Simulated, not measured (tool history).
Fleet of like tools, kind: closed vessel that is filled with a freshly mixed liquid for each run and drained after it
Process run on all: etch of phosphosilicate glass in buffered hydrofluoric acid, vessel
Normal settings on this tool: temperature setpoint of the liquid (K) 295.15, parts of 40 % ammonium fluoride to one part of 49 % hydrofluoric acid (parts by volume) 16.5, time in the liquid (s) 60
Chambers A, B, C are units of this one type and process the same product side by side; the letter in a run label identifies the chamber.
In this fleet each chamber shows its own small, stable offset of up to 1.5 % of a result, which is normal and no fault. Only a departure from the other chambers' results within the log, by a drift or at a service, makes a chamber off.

run    day  temperature setpoint of the liquid (K)  parts of 40 % ammonium fluoride to one part of 49 % hydrofluoric acid (parts by volume)  time in the liquid (s)  hours since the thermometer was replaced  hours since the hydrofluoric acid flow meter was replaced  read-back film thickness of the phosphosilicate glass reference wafer, read on the same gauge (nm)  thickness taken off the phosphosilicate glass on a monitor wafer (Å)
 1C  0.179                                  295.15                                                                                     16.5                      60                                    1573.2                                                      946.2                                                                                              140.00                                                                2694.3
 2A  0.367                                  295.15                                                                                     16.5                      60                                     418.5                                                      155.1                                                                                              139.99                                                                2738.4
 3B  0.458                                  295.15                                                                                     16.5                      60                                    1442.4                                                      526.5                                                                                              140.01                                                                2669.7
 4B  0.600                                  295.15                                                                                     16.5                      60                                    1445.8                                                      529.9                                                                                              140.00                                                                2671.0
 5A  0.771                                  295.15                                                                                     16.5                      60                                     428.2                                                      164.8                                                                                              140.00                                                                2721.9
 6C  0.875                                  295.15                                                                                     16.5                      60                                    1589.9                                                      962.9                                                                                              139.97                                                                2721.2
 7A  0.979                                  295.15                                                                                     16.5                      60                                     433.2                                                      169.8                                                                                              139.98                                                                2724.8
 8C  1.146                                  295.15                                                                                     16.5                      60                                    1596.4                                                      969.4                                                                                              140.00                                                                2694.0
 9B  1.296                                  295.15                                                                                     16.5                      60                                    1462.5                                                      546.6                                                                                              139.96                                                                2676.3
10B  1.475                                  295.15                                                                                     22.5                      60                                    1466.8                                                      550.9                                                                                              139.97                                                                2024.5
11A  1.629                                  295.15                                                                                     22.5                      60                                     448.8                                                      185.4                                                                                              140.00                                                                2083.5
12C  1.804                                  295.15                                                                                     22.5                      60                                    1612.2                                                      985.2                                                                                              140.02                                                                2042.0
13C  1.983                                  295.15                                                                                     16.5                      60                                    1616.5                                                      989.5                                                                                              139.98                                                                2723.7
14B  2.125                                  295.15                                                                                     16.5                      60                                    1482.4                                                      566.5                                                                                              140.02                                                                2660.9
15A  2.267                                  295.15                                                                                     16.5                      60                                     464.1                                                      200.7                                                                                              139.96                                                                2723.8
16A  2.392                                  295.15                                                                                     16.5                      60                                     467.1                                                      203.7                                                                                              140.01                                                                2686.7
17B  2.492                                  291.15                                                                                     21.5                      60                                    1491.2                                                      575.3                                                                                              140.00                                                                1654.0
18C  2.683                                  291.15                                                                                     21.5                      60                                    1633.3                                                     1006.3                                                                                              139.97                                                                1710.8
19A  2.829                                  291.15                                                                                     21.5                      60                                     477.6                                                      214.2                                                                                              140.04                                                                1718.6
20C  2.996                                  295.15                                                                                     16.5                      60                                    1640.8                                                     1013.8                                                                                              140.01                                                                2713.5
21B  3.088                                  295.15                                                                                     16.5                      60                                    1505.5                                                      589.6                                                                                              139.99                                                                2658.6
22B  3.229                                  295.15                                                                                     16.5                      60                                    1508.9                                                      593.0                                                                                              139.98                                                                2691.3

For the next run the whole fleet of 3 chambers uses the same settings. Give each chamber's results:
23A  3.379                                  295.15                                                                                     16.5                      60                                                                                                                                                                                                                                                                              ?
23B  3.379                                  295.15                                                                                     16.5                      60                                                                                                                                                                                                                                                                              ?
23C  3.379                                  295.15                                                                                     16.5                      60                                                                                                                                                                                                                                                                              ?

run  thickness taken off the phosphosilicate glass on a monitor wafer (Å)
23A                                                                2747.1
23B                                                                2665.8
23C                                                                2727.1
